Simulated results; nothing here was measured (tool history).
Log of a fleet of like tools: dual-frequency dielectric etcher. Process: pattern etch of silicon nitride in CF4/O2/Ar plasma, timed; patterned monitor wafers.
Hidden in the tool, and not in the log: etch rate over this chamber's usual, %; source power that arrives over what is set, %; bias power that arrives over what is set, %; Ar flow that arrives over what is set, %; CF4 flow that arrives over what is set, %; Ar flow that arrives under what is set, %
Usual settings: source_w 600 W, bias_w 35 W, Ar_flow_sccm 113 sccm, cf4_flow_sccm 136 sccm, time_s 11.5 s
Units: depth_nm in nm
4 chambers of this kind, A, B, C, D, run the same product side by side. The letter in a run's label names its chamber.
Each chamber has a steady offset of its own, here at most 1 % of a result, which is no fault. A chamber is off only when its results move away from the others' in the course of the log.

run   hour  source_w  bias_w  Ar_flow_sccm  cf4_flow_sccm  time_s  hours since the last wet clean  hours since the last source power generator calibration  hours since the last bias power generator calibration  hours since the last Ar flow controller change  hours since the last CF4 flow controller change  read-back reference wafer on the same gauge, depth_nm  depth_nm
 1D    4.0       600      35           113            136    11.5                           239.3                                                   1115.4                                                 1658.5                                          1382.2                                           1843.5                                                 21.202    23.030
 2B    8.6       600      35           113            136    11.5                           201.2                                                   2124.8                                                  554.0                                          1556.9                                            869.3                                                 21.202    23.219
 3C   13.3       600      35           113            136    11.5                           427.3                                                   3808.9                                                  590.4                                          1641.0                                           2832.3                                                 21.212    23.114
 4A   17.7       600      35           113            136    11.5                           355.1                                                   1490.5                                                  381.2                                          1701.2                                           1161.6                                                 21.201    23.012
 5B   23.2       600      35           113            136    11.5                           215.8                                                   2139.4                                                  568.6                                          1571.5                                            883.9                                                 21.191    22.932
 6A   29.9       600      35           113            136    11.5                           367.3                                                   1502.7                                                  393.4                                          1713.4                                           1173.8                                                 21.190    23.128
 7C   35.1       600      35           113            136    11.5                           449.1                                                   3830.7                                                  612.2                                          1662.8                                           2854.1                                                 21.200    23.207
 8D   39.3       600      35           113            136    11.5                           274.6                                                   1150.7                                                 1693.8                                          1417.5                                           1878.8                                                 21.198    23.028
 9D   46.6       600      35           113            136    11.5                           281.9                                                   1158.0                                                 1701.1                                          1424.8                                           1886.1                                                 21.185    23.045
10C   50.6       600      35           113            136    11.5                           464.6                                                   3846.2                                                  627.7                                          1678.3                                           2869.6                                                 21.195    23.195
11A   54.9       600      35           113            136    11.5                           392.3                                                   1527.7                                                  418.4                                          1738.4                                           1198.8                                                 21.203    23.110
12B   62.7       600      35           113            136    11.5                           255.3                                                   2178.9                                                  608.1                                          1611.0                                            923.4                                                 21.200    23.039
13C   67.1       600      35           113            136    11.5                           481.1                                                   3862.7                                                  644.2                                          1694.8                                           2886.1                                                 21.182    23.083
14A   71.4       600      35           113            136    11.5                           408.8                                                   1544.2                                                  434.9                                          1754.9                                           1215.3                                                 21.215    23.150
15B   77.0       600      35           113            136    11.5                           269.6                                                   2193.2                                                  622.4                                          1625.3                                            937.7                                                 21.198    22.900
16D   83.5       600      35           113            136    11.5                           318.8                                                   1194.9                                                 1738.0                                          1461.7                                           1923.0                                                 21.206    23.055
17D   88.5       600      35           113            136    11.5                           323.8                                                   1199.9                                                 1743.0                                          1466.7                                           1928.0                                                 21.217    22.998
18A   92.8       600      35           113            136    11.5                           430.2                                                   1565.6                                                  456.3                                          1776.3                                           1236.7                                                 21.183    22.965
      95.7  -- chamber C: wet clean of the chamber
19C   97.2       600      35           113            136    11.5                             1.6                                                   3892.8                                                  674.3                                          1724.9                                           2916.2                                                 21.204    23.128
20B  101.2       600      35           113            136    11.5                           293.8                                                   2217.4                                                  646.6                                          1649.5                                            961.9                                                 21.188    23.028
21A  107.5       600      35           113            136    11.5                           444.9                                                   1580.3                                                  471.0                                          1791.0                                           1251.4                                                 21.209    23.044
22B  114.5       600      35           113            136    11.5                           307.1                                                   2230.7                                                  659.9                                          1662.8                                            975.2                                                 21.194    23.047
23C  121.2       600      35           113            136    11.5                            25.6                                                   3916.8                                                  698.3                                          1748.9                                           2940.2                                                 21.194    23.192
24D  128.1       600      35           113            136    11.5                           363.4                                                   1239.5                                                 1782.6                                          1506.3                                           1967.6                                                 21.200    23.032
25C  133.9       600      28           113            136    11.5                            38.3                                                   3929.5                                                  711.0                                          1761.6                                           2952.9                                                 21.203    21.673
26B  139.2       600      28           113            136    11.5                           331.8                                                   2255.4                                                  684.6                                          1687.5                                            999.9                                                 21.200    21.388
27A  146.2       600      28           113            136    11.5                           483.6                                                   1619.0                                                  509.7                                          1829.7                                           1290.1                                                 21.204    21.420
28D  151.8       600      28           113            136    11.5                           387.1                                                   1263.2                                                 1806.3                                          1530.0                                           1991.3                                                 21.196    21.418
29B  157.1       600      26           127            136    11.5                           349.7                                                   2273.3                                                  702.5                                          1705.4                                           1017.8                                                 21.198    20.674
30C  161.4       600      26           127            136    11.5                            65.8                                                   3957.0                                                  738.5                                          1789.1                                           2980.4                                                 21.186    20.799
31D  166.5       600      26           127            136    11.5                           401.8                                                   1277.9                                                 1821.0                                          1544.7                                           2006.0                                                 21.206    20.730

Next, every chamber runs the same settings. What will each give?
32A  172.2       600      35           113            136    11.5                                                                                                                                                                                                                                                                                                                 ?
32B  172.2       600      35           113            136    11.5                                                                                                                                                                                                                                                                                                                 ?
32C  172.2       600      35           113            136    11.5                                                                                                                                                                                                                                                                                                                 ?
32D  172.2       600      35           113            136    11.5                                                                                                                                                                                                                                                                                                                 ?

run  depth_nm
32A    23.044
32B    22.871
32C    23.079
32D    23.095

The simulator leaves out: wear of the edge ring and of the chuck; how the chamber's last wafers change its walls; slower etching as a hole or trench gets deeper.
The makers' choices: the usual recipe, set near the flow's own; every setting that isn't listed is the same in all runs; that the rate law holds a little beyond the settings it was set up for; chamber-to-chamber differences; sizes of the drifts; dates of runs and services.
